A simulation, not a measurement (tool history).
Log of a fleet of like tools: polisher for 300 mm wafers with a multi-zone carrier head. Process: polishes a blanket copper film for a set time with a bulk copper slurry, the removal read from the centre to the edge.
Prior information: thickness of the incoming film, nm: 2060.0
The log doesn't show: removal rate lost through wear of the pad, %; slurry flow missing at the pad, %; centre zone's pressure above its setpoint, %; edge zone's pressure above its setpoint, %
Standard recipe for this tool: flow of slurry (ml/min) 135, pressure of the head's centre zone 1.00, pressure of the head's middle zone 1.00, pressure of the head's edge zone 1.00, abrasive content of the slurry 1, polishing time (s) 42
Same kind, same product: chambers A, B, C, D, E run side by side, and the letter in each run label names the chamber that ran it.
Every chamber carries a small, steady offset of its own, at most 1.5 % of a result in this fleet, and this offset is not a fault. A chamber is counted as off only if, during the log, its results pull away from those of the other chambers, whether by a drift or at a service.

| run | hour | flow of slurry (ml/min) | pressure of the head's centre zone | pressure of the head's middle zone | pressure of the head's edge zone | abrasive content of the slurry | polishing time (s) | wafers polished on this pad | hours since the slurry nozzle was cleaned | hours since the centre zone pressure was calibrated | hours since the edge zone pressure was calibrated | film removed at the wafer's centre (Å) | film removed at mid-radius (Å) | film removed at the wafer's edge (Å) |
|---|---|---|---|---|---|---|---|---|---|---|---|---|---|---|
|  | 2.9 | chamber E: slurry nozzle cleaned |
|  | 6.9 | chamber C: slurry nozzle cleaned |
| 1E | 8.1 | 135 | 1.00 | 1.00 | 1.00 | 1 | 42 | 783 | 5.3 | 363.9 | 231.6 | 2630.8 | 2651.9 | 2672.7 |
|  | 14.3 | chamber A: worn pad replaced by a new one |
| 2A | 18.7 | 135 | 1.00 | 1.00 | 1.00 | 1 | 42 | 33 | 671.5 | 254.6 | 518.4 | 2679.8 | 2669.8 | 2658.3 |
| 3D | 26.9 | 135 | 1.00 | 1.00 | 1.00 | 1 | 42 | 1156 | 121.5 | 355.6 | 412.4 | 2619.8 | 2680.3 | 2580.9 |
| 4B | 38.5 | 135 | 1.00 | 1.00 | 1.00 | 1 | 42 | 876 | 412.3 | 222.8 | 1155.2 | 2680.7 | 2725.2 | 2652.4 |
|  | 45.3 | chamber B: edge zone pressure recalibrated |
| 5C | 45.3 | 135 | 1.00 | 1.00 | 1.00 | 1 | 42 | 472 | 38.4 | 489.5 | 1153.9 | 2679.6 | 2623.2 | 2665.0 |
|  | 46.9 | chamber E: worn pad replaced by a new one |
|  | 47.9 | chamber D: worn pad replaced by a new one |
| 6A | 56.2 | 135 | 1.00 | 1.00 | 1.00 | 1 | 42 | 315 | 709.0 | 292.1 | 555.9 | 2647.6 | 2749.4 | 2607.4 |
| 7C | 68.3 | 135 | 1.00 | 1.00 | 1.00 | 1 | 42 | 645 | 61.4 | 512.5 | 1176.9 | 2689.0 | 2575.3 | 2652.1 |
|  | 70.2 | chamber A: slurry nozzle cleaned |
| 8B | 81.4 | 115 | 1.00 | 1.00 | 1.00 | 1 | 42 | 1199 | 455.2 | 265.7 | 36.2 | 2570.9 | 2506.2 | 2608.4 |
| 9D | 92.3 | 115 | 1.00 | 1.00 | 1.00 | 1 | 42 | 333 | 186.9 | 421.0 | 477.8 | 2538.5 | 2553.8 | 2582.8 |
|  | 96.9 | chamber B: worn pad replaced by a new one |
| 10E | 98.6 | 115 | 1.00 | 1.00 | 1.00 | 1 | 42 | 388 | 95.8 | 454.4 | 322.1 | 2536.7 | 2608.7 | 2594.6 |
| 11A | 106.1 | 115 | 1.00 | 1.00 | 1.00 | 1 | 42 | 690 | 36.0 | 342.0 | 605.8 | 2592.3 | 2528.6 | 2572.4 |
| 12C | 113.5 | 115 | 1.00 | 1.00 | 1.00 | 1 | 42 | 984 | 106.6 | 557.7 | 1222.1 | 2578.0 | 2538.0 | 2570.1 |
| 13D | 126.3 | 135 | 1.00 | 1.00 | 1.00 | 1 | 42 | 589 | 220.9 | 455.0 | 511.8 | 2641.5 | 2664.6 | 2634.9 |
| 14E | 138.6 | 135 | 1.00 | 1.00 | 1.00 | 1 | 42 | 689 | 135.8 | 494.4 | 362.1 | 2656.4 | 2667.5 | 2665.2 |
| 15B | 146.2 | 135 | 1.00 | 1.00 | 1.00 | 1 | 42 | 370 | 520.0 | 330.5 | 101.0 | 2683.0 | 2681.5 | 2657.9 |
| 16C | 155.8 | 135 | 1.00 | 1.00 | 1.00 | 1 | 42 | 1302 | 148.9 | 600.0 | 1264.4 | 2675.3 | 2648.2 | 2718.0 |
| 17E | 168.2 | 135 | 1.00 | 0.95 | 1.00 | 1 | 42 | 911 | 165.4 | 524.0 | 391.7 | 2650.6 | 2518.1 | 2696.7 |
|  | 173.5 | chamber C: edge zone pressure recalibrated |
| 18A | 178.5 | 135 | 1.00 | 0.95 | 1.00 | 1 | 42 | 1233 | 108.4 | 414.4 | 678.2 | 2640.1 | 2626.9 | 2635.4 |
|  | 179.3 | chamber B: slurry nozzle cleaned |
| 19D | 186.4 | 135 | 1.00 | 0.95 | 1.00 | 1 | 42 | 1040 | 281.0 | 515.1 | 571.9 | 2635.4 | 2515.6 | 2607.2 |
|  | 194.7 | chamber C: worn pad replaced by a new one |
|  | 198.6 | chamber D: worn pad replaced by a new one |
| 20B | 200.0 | 135 | 1.00 | 0.95 | 1.00 | 1 | 42 | 774 | 20.8 | 384.3 | 154.8 | 2682.2 | 2524.8 | 2667.7 |
|  | 202.3 | chamber A: worn pad replaced by a new one |
|  | 205.9 | chamber B: centre zone pressure recalibrated |
| 21C | 207.0 | 135 | 1.00 | 0.95 | 1.00 | 1 | 42 | 92 | 200.1 | 651.2 | 33.6 | 2658.7 | 2498.2 | 2637.6 |
|  | 208.4 | chamber E: worn pad replaced by a new one |
| 22B | 221.3 | 135 | 1.08 | 1.00 | 0.89 | 1 | 42 | 934 | 42.1 | 15.5 | 176.1 | 2912.7 | 2679.7 | 2516.6 |
| 23D | 228.4 | 135 | 1.08 | 1.00 | 0.89 | 1 | 42 | 224 | 323.0 | 557.1 | 613.9 | 2866.0 | 2672.2 | 2507.0 |
| 24E | 239.1 | 135 | 1.08 | 1.00 | 0.89 | 1 | 42 | 231 | 236.3 | 594.9 | 462.6 | 2867.9 | 2666.6 | 2531.6 |
| 25A | 245.7 | 135 | 1.08 | 1.00 | 0.89 | 1 | 42 | 326 | 175.6 | 481.6 | 745.4 | 2907.1 | 2753.6 | 2543.2 |
| 26A | 256.6 | 135 | 1.08 | 1.00 | 0.89 | 1 | 42 | 408 | 186.5 | 492.5 | 756.3 | 2899.6 | 2639.8 | 2498.4 |
| 27B | 265.5 | 135 | 1.00 | 1.00 | 1.00 | 1 | 42 | 1266 | 86.3 | 59.7 | 220.3 | 2686.2 | 2684.0 | 2660.3 |
| 28C | 275.2 | 135 | 1.00 | 1.00 | 1.00 | 1 | 42 | 605 | 268.3 | 719.4 | 101.8 | 2678.1 | 2555.7 | 2624.4 |
|  | 281.9 | chamber B: worn pad replaced by a new one |
| 29D | 283.7 | 135 | 1.00 | 1.00 | 1.00 | 1 | 52 | 639 | 378.3 | 612.4 | 669.2 | 3227.6 | 3274.6 | 3293.3 |
| 30E | 293.3 | 135 | 1.00 | 1.00 | 1.00 | 1 | 52 | 638 | 290.5 | 649.1 | 516.8 | 3270.9 | 3312.3 | 3253.4 |
| 31C | 300.0 | 135 | 1.00 | 1.00 | 1.00 | 1 | 52 | 791 | 293.1 | 744.2 | 126.6 | 3315.5 | 3355.9 | 3210.6 |
| 32D | 313.2 | 135 | 1.00 | 1.00 | 1.00 | 1 | 52 | 861 | 407.8 | 641.9 | 698.7 | 3291.8 | 3292.7 | 3269.1 |
| 33E | 327.3 | 135 | 1.00 | 1.00 | 1.00 | 1 | 52 | 893 | 324.5 | 683.1 | 550.8 | 3237.9 | 3279.8 | 3272.2 |
|  | 331.3 | chamber E: slurry nozzle cleaned |
| 34B | 340.3 | 135 | 1.00 | 1.00 | 1.00 | 1 | 42 | 439 | 161.1 | 134.5 | 295.1 | 2685.6 | 2635.9 | 2657.7 |
|  | 342.6 | chamber A: worn pad replaced by a new one |
| 35A | 349.1 | 135 | 1.00 | 1.00 | 1.00 | 1 | 42 | 49 | 279.0 | 585.0 | 848.8 | 2695.0 | 2656.1 | 2689.2 |
| 36B | 362.5 | 135 | 1.00 | 1.00 | 1.00 | 1 | 42 | 605 | 183.3 | 156.7 | 317.3 | 2700.1 | 2612.3 | 2646.4 |
|  | 371.3 | chamber D: worn pad replaced by a new one |
| 37E | 373.1 | 170 | 1.00 | 1.04 | 1.00 | 1 | 42 | 1237 | 41.8 | 728.9 | 596.6 | 2764.0 | 2874.3 | 2709.1 |
|  | 381.4 | chamber C: slurry nozzle cleaned |
| 38A | 385.5 | 170 | 1.00 | 1.04 | 1.00 | 1 | 42 | 322 | 315.4 | 621.4 | 885.2 | 2822.3 | 2852.6 | 2736.8 |
|  | 389.8 | chamber D: centre zone pressure recalibrated |
| 39D | 398.4 | 170 | 1.00 | 1.04 | 1.00 | 1 | 42 | 204 | 493.0 | 8.7 | 783.9 | 2780.3 | 2931.9 | 2717.1 |
|  | 404.1 | chamber C: worn pad replaced by a new one |
| 40C | 409.8 | 170 | 1.00 | 1.04 | 1.00 | 1 | 42 | 43 | 28.5 | 854.0 | 236.4 | 2794.5 | 2738.2 | 2740.9 |
| 41B | 420.4 | 170 | 1.00 | 1.04 | 1.00 | 1 | 42 | 1040 | 241.2 | 214.6 | 375.2 | 2822.8 | 2875.2 | 2743.9 |
| 42A | 428.6 | 135 | 1.00 | 1.00 | 1.00 | 1 | 42 | 646 | 358.5 | 664.5 | 928.3 | 2690.5 | 2690.0 | 2614.3 |

Predict what each chamber gives when all 5 of them run the settings below next.
| 43A | 439.1 | 135 | 1.12 | 1.00 | 1.00 | 1 | 42 |  |  |  |  | ? | ? | ? |
| 43B | 439.1 | 135 | 1.12 | 1.00 | 1.00 | 1 | 42 |  |  |  |  | ? | ? | ? |
| 43C | 439.1 | 135 | 1.12 | 1.00 | 1.00 | 1 | 42 |  |  |  |  | ? | ? | ? |
| 43D | 439.1 | 135 | 1.12 | 1.00 | 1.00 | 1 | 42 |  |  |  |  | ? | ? | ? |
| 43E | 439.1 | 135 | 1.12 | 1.00 | 1.00 | 1 | 42 |  |  |  |  | ? | ? | ? |

| run | film removed at the wafer's centre (Å) | film removed at mid-radius (Å) | film removed at the wafer's edge (Å) |
|---|---|---|---|
| 43A | 3007.0 | 2660.5 | 2630.7 |
| 43B | 3024.2 | 2666.7 | 2671.2 |
| 43C | 3028.9 | 2646.1 | 2649.5 |
| 43D | 2964.2 | 2664.8 | 2619.5 |
| 43E | 2994.8 | 2687.9 | 2597.5 |
